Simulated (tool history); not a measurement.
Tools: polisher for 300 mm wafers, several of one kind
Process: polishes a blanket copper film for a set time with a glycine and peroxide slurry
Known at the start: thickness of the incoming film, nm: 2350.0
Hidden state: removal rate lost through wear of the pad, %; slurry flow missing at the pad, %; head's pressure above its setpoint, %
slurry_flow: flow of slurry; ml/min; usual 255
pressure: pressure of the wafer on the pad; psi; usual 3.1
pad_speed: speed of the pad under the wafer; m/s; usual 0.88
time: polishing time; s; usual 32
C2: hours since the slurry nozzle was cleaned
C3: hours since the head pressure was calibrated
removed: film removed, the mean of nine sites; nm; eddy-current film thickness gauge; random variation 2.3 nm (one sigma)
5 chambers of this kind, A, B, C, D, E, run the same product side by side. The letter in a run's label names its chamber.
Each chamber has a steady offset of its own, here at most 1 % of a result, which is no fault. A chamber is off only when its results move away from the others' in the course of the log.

At hour 4.1: chamber C: worn pad replaced by a new one.
Run 1C, hour 4.6: usual settings; wafers polished on this pad 6; C2 213.4; C3 823.6. Result: removed 204.87 nm.
Run 2A, hour 11.7: usual settings; wafers polished on this pad 172; C2 215.4; C3 89. Result: removed 205.28 nm.
Run 3E, hour 15.4: usual settings; wafers polished on this pad 545; C2 217.2; C3 156.3. Result: removed 208.15 nm.
At hour 18.8: chamber D: worn pad replaced by a new one.
Run 4D, hour 21.3: usual settings; wafers polished on this pad 34; C2 679.8; C3 108.8. Result: removed 204.09 nm.
Run 5B, hour 28.4: usual settings; wafers polished on this pad 618; C2 71.2; C3 223. Result: removed 202.3 nm.
Run 6B, hour 33.6: usual settings; wafers polished on this pad 688; C2 76.4; C3 228.2. Result: removed 203.99 nm.
Run 7C, hour 39.2: usual settings but time 24 s; wafers polished on this pad 475; C2 248; C3 858.2. Result: removed 156.05 nm.
Run 8E, hour 44.9: usual settings but time 24 s; wafers polished on this pad 944; C2 246.7; C3 185.8. Result: removed 152.9 nm.
Run 9A, hour 52: usual settings but time 24 s; wafers polished on this pad 718; C2 255.7; C3 129.3. Result: removed 154.16 nm.
Run 10D, hour 58.8: usual settings but time 24 s; wafers polished on this pad 542; C2 717.3; C3 146.3. Result: removed 150.1 nm.
At hour 62.7: chamber A: worn pad replaced by a new one.
At hour 64.5: chamber B: worn pad replaced by a new one.
Run 11B, hour 65: usual settings but time 24 s; wafers polished on this pad 7; C2 107.8; C3 259.6. Result: removed 155.24 nm.
Run 12A, hour 71.3: usual settings; wafers polished on this pad 117; C2 275; C3 148.6. Result: removed 204.44 nm.
At hour 74.7: chamber E: worn pad replaced by a new one.
At hour 75: chamber D: worn pad replaced by a new one.
Run 13C, hour 78: usual settings; wafers polished on this pad 1000; C2 286.8; C3 897. Result: removed 205.54 nm.
At hour 78.6: chamber C: worn pad replaced by a new one.
Run 14D, hour 82.5: usual settings; wafers polished on this pad 101; C2 741; C3 170. Result: removed 201.1 nm.
Run 15E, hour 88.9: usual settings; wafers polished on this pad 192; C2 290.7; C3 229.8. Result: removed 204.01 nm.
Run 16A, hour 94.2: usual settings; wafers polished on this pad 427; C2 297.9; C3 171.5. Result: removed 202.26 nm.
Run 17C, hour 100.9: usual settings but pad_speed 1.1 m/s; wafers polished on this pad 302; C2 309.7; C3 919.9. Result: removed 246.13 nm.
Run 18D, hour 104.6: usual settings but pad_speed 1.1 m/s; wafers polished on this pad 400; C2 763.1; C3 192.1. Result: removed 239.77 nm.
Run 19B, hour 111.7: usual settings but pad_speed 1.1 m/s; wafers polished on this pad 640; C2 154.5; C3 306.3. Result: removed 244.22 nm.
Run 20E, hour 118.9: usual settings but pad_speed 1.1 m/s; wafers polished on this pad 598; C2 320.7; C3 259.8. Result: removed 241.46 nm.
Run 21E, hour 122.9: usual settings but pad_speed 1.1 m/s; wafers polished on this pad 653; C2 324.7; C3 263.8. Result: removed 246.03 nm.
Run 22D, hour 128.7: usual settings; wafers polished on this pad 727; C2 787.2; C3 216.2. Result: removed 201.97 nm.
At hour 132: chamber A: worn pad replaced by a new one.
Run 23B, hour 132.5: usual settings; wafers polished on this pad 921; C2 175.3; C3 327.1. Result: removed 207.03 nm.
At hour 134.6: chamber D: worn pad replaced by a new one.
Run 24A, hour 139.6: usual settings; wafers polished on this pad 103; C2 343.3; C3 216.9. Result: removed 203.57 nm.
Run 25C, hour 146.4: usual settings but slurry_flow 305 ml/min, pressure 2 psi; wafers polished on this pad 918; C2 355.2; C3 965.4. Result: removed 149.25 nm.
At hour 146.8: chamber B: worn pad replaced by a new one.
At hour 149.1: chamber C: worn pad replaced by a new one.
Run 26A, hour 151.4: usual settings but slurry_flow 305 ml/min, pressure 2 psi; wafers polished on this pad 263; C2 355.1; C3 228.7. Result: removed 146.12 nm.
Run 27C, hour 157.9: usual settings but slurry_flow 305 ml/min, pressure 2 psi; wafers polished on this pad 119; C2 366.7; C3 976.9. Result: removed 147.98 nm.
Run 28D, hour 164.7: usual settings but slurry_flow 305 ml/min, pressure 2 psi; wafers polished on this pad 407; C2 823.2; C3 252.2. Result: removed 146.99 nm.
Run 29E, hour 169.5: usual settings but slurry_flow 305 ml/min, pressure 2 psi; wafers polished on this pad 1283; C2 371.3; C3 310.4. Result: removed 145.75 nm.
At hour 171.6: chamber E: worn pad replaced by a new one.
At hour 173.2: chamber D: slurry nozzle cleaned.
Run 30B, hour 176.3: usual settings; wafers polished on this pad 399; C2 219.1; C3 370.9. Result: removed 207.08 nm.
Run 31B, hour 182: usual settings; wafers polished on this pad 476; C2 224.8; C3 376.6. Result: removed 204.23 nm.
Run 32E, hour 188.2: usual settings; wafers polished on this pad 225; C2 390; C3 329.1. Result: removed 203.88 nm.
At hour 190: chamber D: worn pad replaced by a new one.
Run 33D, hour 191.9: usual settings; wafers polished on this pad 25; C2 18.8; C3 279.4. Result: removed 204.07 nm.
Run 34C, hour 195.7: usual settings; wafers polished on this pad 630; C2 404.5; C3 1014.7. Result: removed 204.74 nm.
Run 35A, hour 201.3: usual settings; wafers polished on this pad 938; C2 405; C3 278.6. Result: removed 204.54 nm.
Run 36D, hour 205.4: usual settings; wafers polished on this pad 208; C2 32.3; C3 292.9. Result: removed 203.44 nm.

Is one chamber off against the others, does the gauge drift, or is nothing wrong? If a chamber is off, say which, and what the likeliest cause is.

No chamber stands off beyond its own small offset, and the gauge holds steady.

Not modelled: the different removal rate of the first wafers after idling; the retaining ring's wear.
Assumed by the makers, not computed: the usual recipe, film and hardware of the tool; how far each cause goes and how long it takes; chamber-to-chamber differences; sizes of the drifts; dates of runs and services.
